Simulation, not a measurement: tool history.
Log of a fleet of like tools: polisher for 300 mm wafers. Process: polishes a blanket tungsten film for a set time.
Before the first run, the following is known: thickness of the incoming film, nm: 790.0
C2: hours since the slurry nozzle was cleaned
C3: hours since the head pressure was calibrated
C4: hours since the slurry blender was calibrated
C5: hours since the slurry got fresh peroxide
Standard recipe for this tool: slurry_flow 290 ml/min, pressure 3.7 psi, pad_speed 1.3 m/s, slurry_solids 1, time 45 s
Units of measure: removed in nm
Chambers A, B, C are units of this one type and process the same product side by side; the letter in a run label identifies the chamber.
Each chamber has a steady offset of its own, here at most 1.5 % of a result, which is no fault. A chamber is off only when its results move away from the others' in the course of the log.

{"run": "1A", "hour": 2.7, "slurry_flow": 290, "pressure": 3.7, "pad_speed": 1.3, "slurry_solids": 1, "time": 45, "wafers polished on this pad": 547, "C2": 133.5, "C3": 509.6, "C4": 104.6, "C5": 99.7, "removed": 233.57}
{"hour": 4.4, "done": "chamber A: slurry blender recalibrated"}
{"run": "2B", "hour": 5.6, "slurry_flow": 290, "pressure": 3.7, "pad_speed": 1.3, "slurry_solids": 1, "time": 45, "wafers polished on this pad": 67, "C2": 136.7, "C3": 500.9, "C4": 198.2, "C5": 34.3, "removed": 231.95}
{"run": "3C", "hour": 8.4, "slurry_flow": 290, "pressure": 3.7, "pad_speed": 1.3, "slurry_solids": 1, "time": 45, "wafers polished on this pad": 406, "C2": 703.6, "C3": 126.8, "C4": 83, "C5": 39.6, "removed": 231.04}
{"run": "4B", "hour": 11.1, "slurry_flow": 290, "pressure": 3.7, "pad_speed": 1.3, "slurry_solids": 1, "time": 45, "wafers polished on this pad": 117, "C2": 142.2, "C3": 506.4, "C4": 203.7, "C5": 39.8, "removed": 228.03}
{"run": "5A", "hour": 15.4, "slurry_flow": 290, "pressure": 3.7, "pad_speed": 1.3, "slurry_solids": 1, "time": 45, "wafers polished on this pad": 663, "C2": 146.2, "C3": 522.3, "C4": 11, "C5": 112.4, "removed": 231.33}
{"run": "6C", "hour": 20.5, "slurry_flow": 290, "pressure": 3.7, "pad_speed": 1.3, "slurry_solids": 1, "time": 45, "wafers polished on this pad": 516, "C2": 715.7, "C3": 138.9, "C4": 95.1, "C5": 51.7, "removed": 230.95}
{"run": "7A", "hour": 23.1, "slurry_flow": 290, "pressure": 3.7, "pad_speed": 1.3, "slurry_solids": 1, "time": 45, "wafers polished on this pad": 732, "C2": 153.9, "C3": 530, "C4": 18.7, "C5": 120.1, "removed": 228.77}
{"run": "8C", "hour": 27.3, "slurry_flow": 290, "pressure": 3.7, "pad_speed": 1.3, "slurry_solids": 1, "time": 45, "wafers polished on this pad": 577, "C2": 722.5, "C3": 145.7, "C4": 101.9, "C5": 58.5, "removed": 228.76}
{"run": "9B", "hour": 30.7, "slurry_flow": 290, "pressure": 3.7, "pad_speed": 1.3, "slurry_solids": 1, "time": 45, "wafers polished on this pad": 295, "C2": 161.8, "C3": 526, "C4": 223.3, "C5": 59.4, "removed": 229.16}
{"hour": 33.7, "done": "chamber A: head pressure recalibrated"}
{"run": "10C", "hour": 34.9, "slurry_flow": 290, "pressure": 3.7, "pad_speed": 1.3, "slurry_solids": 1, "time": 45, "wafers polished on this pad": 646, "C2": 730.1, "C3": 153.3, "C4": 109.5, "C5": 66.1, "removed": 229.78}
{"hour": 38.3, "done": "chamber C: worn pad replaced by a new one"}
{"run": "11B", "hour": 38.6, "slurry_flow": 290, "pressure": 2.9, "pad_speed": 0.88, "slurry_solids": 1, "time": 45, "wafers polished on this pad": 367, "C2": 169.7, "C3": 533.9, "C4": 231.2, "C5": 67.3, "removed": 119.57}
{"run": "12A", "hour": 43.5, "slurry_flow": 290, "pressure": 2.9, "pad_speed": 0.88, "slurry_solids": 1, "time": 45, "wafers polished on this pad": 917, "C2": 174.3, "C3": 9.9, "C4": 39.1, "C5": 140.5, "removed": 120.14}
{"run": "13B", "hour": 49.0, "slurry_flow": 290, "pressure": 2.9, "pad_speed": 0.88, "slurry_solids": 1, "time": 45, "wafers polished on this pad": 461, "C2": 180.1, "C3": 544.3, "C4": 241.6, "C5": 77.7, "removed": 119.5}
{"run": "14A", "hour": 55.0, "slurry_flow": 290, "pressure": 3.7, "pad_speed": 1.3, "slurry_solids": 1, "time": 45, "wafers polished on this pad": 1022, "C2": 185.8, "C3": 21.4, "C4": 50.6, "C5": 152, "removed": 228.88}
{"run": "15C", "hour": 60.3, "slurry_flow": 290, "pressure": 3.7, "pad_speed": 1.3, "slurry_solids": 1, "time": 45, "wafers polished on this pad": 199, "C2": 755.5, "C3": 178.7, "C4": 134.9, "C5": 91.5, "removed": 229.5}
{"run": "16C", "hour": 63.1, "slurry_flow": 290, "pressure": 3.7, "pad_speed": 1.3, "slurry_solids": 1, "time": 45, "wafers polished on this pad": 225, "C2": 758.3, "C3": 181.5, "C4": 137.7, "C5": 94.3, "removed": 228.37}
{"run": "17B", "hour": 67.0, "slurry_flow": 290, "pressure": 3.7, "pad_speed": 1.3, "slurry_solids": 1, "time": 45, "wafers polished on this pad": 625, "C2": 198.1, "C3": 562.3, "C4": 259.6, "C5": 95.7, "removed": 218.39}
{"hour": 70.3, "done": "chamber C: slurry nozzle cleaned"}
{"run": "18A", "hour": 72.3, "slurry_flow": 290, "pressure": 3.7, "pad_speed": 1.58, "slurry_solids": 0.9, "time": 45, "wafers polished on this pad": 1179, "C2": 203.1, "C3": 38.7, "C4": 67.9, "C5": 169.3, "removed": 271.99}
{"run": "19A", "hour": 74.9, "slurry_flow": 290, "pressure": 3.7, "pad_speed": 1.58, "slurry_solids": 0.9, "time": 45, "wafers polished on this pad": 1202, "C2": 205.7, "C3": 41.3, "C4": 70.5, "C5": 171.9, "removed": 272.98}
{"run": "20C", "hour": 78.5, "slurry_flow": 290, "pressure": 3.7, "pad_speed": 1.58, "slurry_solids": 0.9, "time": 45, "wafers polished on this pad": 364, "C2": 8.2, "C3": 196.9, "C4": 153.1, "C5": 109.7, "removed": 270.43}
{"hour": 81.4, "done": "chamber B: head pressure recalibrated"}
{"run": "21B", "hour": 82.8, "slurry_flow": 290, "pressure": 3.7, "pad_speed": 1.3, "slurry_solids": 1.25, "time": 45, "wafers polished on this pad": 768, "C2": 213.9, "C3": 1.4, "C4": 275.4, "C5": 111.5, "removed": 224.57}
{"hour": 82.9, "done": "chamber A: slurry tank refilled with fresh slurry and peroxide"}
{"run": "22A", "hour": 88.3, "slurry_flow": 290, "pressure": 3.7, "pad_speed": 1.3, "slurry_solids": 1.25, "time": 45, "wafers polished on this pad": 1324, "C2": 219.1, "C3": 54.7, "C4": 83.9, "C5": 5.5, "removed": 244.76}
{"run": "23B", "hour": 91.6, "slurry_flow": 290, "pressure": 3.7, "pad_speed": 1.3, "slurry_solids": 1.25, "time": 45, "wafers polished on this pad": 848, "C2": 222.7, "C3": 10.2, "C4": 284.2, "C5": 120.3, "removed": 224.66}

Decide between three cases: one chamber stands off from its peers, the gauge reading all wafers drifts, or nothing is wrong past each chamber's small offset. Where a chamber is off, say which and what most likely put it there.

It is chamber B that slowly wanders off from its peers.
Most likely cause: peroxide lost from the slurry, % = 19.1.
The log may not separate it from: removal rate lost through wear of the pad, %; abrasive missing from the slurry, %.

Which of the 4 candidates below, each the usual settings with something changed and its results left as question marks, puts chamber B back in line with what the other chambers give on the usual settings?
In-line tolerance around the mean of the other chambers on the usual settings: removed 6.2 nm
{"run": "24B-1", "hour": 95.9, "slurry_flow": 290, "pressure": 3.7, "pad_speed": 1.2, "slurry_solids": 1, "time": 45, "removed": "?"}
{"run": "24B-2", "hour": 95.9, "slurry_flow": 290, "pressure": 3.8, "pad_speed": 1.34, "slurry_solids": 1, "time": 46, "removed": "?"}
{"run": "24B-3", "hour": 95.9, "slurry_flow": 290, "pressure": 4, "pad_speed": 1.3, "slurry_solids": 1, "time": 48, "removed": "?"}
{"run": "24B-4", "hour": 95.9, "slurry_flow": 290, "pressure": 3.7, "pad_speed": 1.2, "slurry_solids": 1, "time": 42, "removed": "?"}

On the usual settings, the other chambers give on average: removed 229.64 nm
run=24B-1 removed=196.46
run=24B-2 removed=230.02
run=24B-3 removed=245.4
run=24B-4 removed=183.37
24B-2 puts the chamber back in line with the other chambers.
